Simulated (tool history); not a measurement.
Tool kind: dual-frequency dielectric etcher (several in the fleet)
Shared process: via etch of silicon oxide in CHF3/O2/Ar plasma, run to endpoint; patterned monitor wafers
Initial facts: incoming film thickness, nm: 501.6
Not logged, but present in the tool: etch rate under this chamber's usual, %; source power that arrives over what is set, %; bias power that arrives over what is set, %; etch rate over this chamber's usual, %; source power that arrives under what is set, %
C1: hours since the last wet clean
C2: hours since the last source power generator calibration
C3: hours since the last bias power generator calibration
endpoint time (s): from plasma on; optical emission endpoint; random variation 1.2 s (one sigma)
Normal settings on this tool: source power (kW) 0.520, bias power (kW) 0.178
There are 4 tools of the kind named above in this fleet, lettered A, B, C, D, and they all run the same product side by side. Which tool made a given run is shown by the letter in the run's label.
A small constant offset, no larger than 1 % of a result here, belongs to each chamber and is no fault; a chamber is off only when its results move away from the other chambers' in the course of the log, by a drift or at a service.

Run 1C, day 0.150: usual settings; C1 144.9; C2 1542.3; C3 2403.0. Result: endpoint time (s) 269.89.
Run 2B, day 0.312: usual settings; C1 299.0; C2 666.3; C3 872.2. Result: endpoint time (s) 270.23.
Run 3D, day 0.462: usual settings; C1 541.2; C2 239.0; C3 1896.0. Result: endpoint time (s) 266.71.
Run 4A, day 0.554: usual settings; C1 460.9; C2 1777.3; C3 2465.4. Result: endpoint time (s) 265.15.
Run 5C, day 0.708: usual settings; C1 158.3; C2 1555.7; C3 2416.4. Result: endpoint time (s) 268.09.
Run 6B, day 0.800: usual settings; C1 310.7; C2 678.0; C3 883.9. Result: endpoint time (s) 270.84.
Run 7D, day 0.917: usual settings; C1 552.1; C2 249.9; C3 1906.9. Result: endpoint time (s) 266.46.
Run 8A, day 1.062: usual settings; C1 473.1; C2 1789.5; C3 2477.6. Result: endpoint time (s) 267.37.
Run 9A, day 1.233: usual settings; C1 477.2; C2 1793.6; C3 2481.7. Result: endpoint time (s) 266.42.
Run 10C, day 1.396: usual settings but bias power (kW) 0.201; C1 174.8; C2 1572.2; C3 2432.9. Result: endpoint time (s) 256.88.
Run 11D, day 1.546: usual settings but bias power (kW) 0.201; C1 567.2; C2 265.0; C3 1922.0. Result: endpoint time (s) 255.47.
Run 12B, day 1.671: usual settings but bias power (kW) 0.201; C1 331.6; C2 698.9; C3 904.8. Result: endpoint time (s) 260.04.
Run 13C, day 1.783: usual settings but bias power (kW) 0.201; C1 184.1; C2 1581.5; C3 2442.2. Result: endpoint time (s) 258.27.
Run 14A, day 1.958: usual settings; C1 494.6; C2 1811.0; C3 2499.1. Result: endpoint time (s) 266.70.
Run 15B, day 2.112: usual settings; C1 342.2; C2 709.5; C3 915.4. Result: endpoint time (s) 270.63.
Run 16D, day 2.204: usual settings; C1 583.0; C2 280.8; C3 1937.8. Result: endpoint time (s) 265.92.
Run 17D, day 2.354: usual settings; C1 586.6; C2 284.4; C3 1941.4. Result: endpoint time (s) 265.86.
At day 2.492: chamber A: wet clean of the chamber.
Run 18A, day 2.525: usual settings but source power (kW) 0.460; C1 0.8; C2 1824.6; C3 2512.7. Result: endpoint time (s) 278.18.
Run 19C, day 2.712: usual settings but source power (kW) 0.460; C1 206.4; C2 1603.8; C3 2464.5. Result: endpoint time (s) 280.01.
Run 20B, day 2.879: usual settings but source power (kW) 0.460; C1 360.6; C2 727.9; C3 933.8. Result: endpoint time (s) 282.01.
Run 21A, day 3.025: usual settings but source power (kW) 0.460; C1 12.8; C2 1836.6; C3 2524.7. Result: endpoint time (s) 280.43.
Run 22B, day 3.150: usual settings; C1 367.1; C2 734.4; C3 940.3. Result: endpoint time (s) 270.27.
Run 23C, day 3.333: usual settings; C1 221.3; C2 1618.7; C3 2479.4. Result: endpoint time (s) 269.39.
Run 24D, day 3.479: usual settings; C1 613.6; C2 311.4; C3 1968.4. Result: endpoint time (s) 268.55.
Run 25D, day 3.671: usual settings; C1 618.2; C2 316.0; C3 1973.0. Result: endpoint time (s) 267.55.
Run 26B, day 3.833: usual settings; C1 383.5; C2 750.8; C3 956.7. Result: endpoint time (s) 272.12.
Run 27A, day 3.975: usual settings; C1 35.6; C2 1859.4; C3 2547.5. Result: endpoint time (s) 268.60.
Run 28C, day 4.062: usual settings but bias power (kW) 0.208; C1 238.8; C2 1636.2; C3 2496.9. Result: endpoint time (s) 255.73.
Run 29B, day 4.233: usual settings but bias power (kW) 0.208; C1 393.1; C2 760.4; C3 966.3. Result: endpoint time (s) 255.66.
Run 30A, day 4.396: usual settings but bias power (kW) 0.208; C1 45.7; C2 1869.5; C3 2557.6. Result: endpoint time (s) 252.94.
Run 31C, day 4.488: usual settings but bias power (kW) 0.208; C1 249.0; C2 1646.4; C3 2507.1. Result: endpoint time (s) 256.68.
Run 32D, day 4.600: usual settings; C1 640.5; C2 338.3; C3 1995.3. Result: endpoint time (s) 267.91.
Run 33A, day 4.742: usual settings; C1 54.0; C2 1877.8; C3 2565.9. Result: endpoint time (s) 267.97.
Run 34C, day 4.929: usual settings; C1 259.6; C2 1657.0; C3 2517.7. Result: endpoint time (s) 270.44.
Run 35D, day 5.046: usual settings; C1 651.2; C2 349.0; C3 2006.0. Result: endpoint time (s) 265.76.
Run 36B, day 5.221: usual settings but source power (kW) 0.450, bias power (kW) 0.210; C1 416.8; C2 784.1; C3 990.0. Result: endpoint time (s) 271.07.
Run 37B, day 5.358: usual settings but source power (kW) 0.450, bias power (kW) 0.210; C1 420.1; C2 787.4; C3 993.3. Result: endpoint time (s) 270.01.
Run 38D, day 5.488: usual settings but source power (kW) 0.450, bias power (kW) 0.210; C1 661.8; C2 359.6; C3 2016.6. Result: endpoint time (s) 267.67.

Predict what each chamber gives when all 4 of them run the settings below next.
Run 39A, day 5.625: usual settings. Result: endpoint time (s) ?.
Run 39B, day 5.625: usual settings. Result: endpoint time (s) ?.
Run 39C, day 5.625: usual settings. Result: endpoint time (s) ?.
Run 39D, day 5.625: usual settings. Result: endpoint time (s) ?.

run  endpoint time (s)
39A             267.64
39B             272.08
39C             268.57
39D             268.48

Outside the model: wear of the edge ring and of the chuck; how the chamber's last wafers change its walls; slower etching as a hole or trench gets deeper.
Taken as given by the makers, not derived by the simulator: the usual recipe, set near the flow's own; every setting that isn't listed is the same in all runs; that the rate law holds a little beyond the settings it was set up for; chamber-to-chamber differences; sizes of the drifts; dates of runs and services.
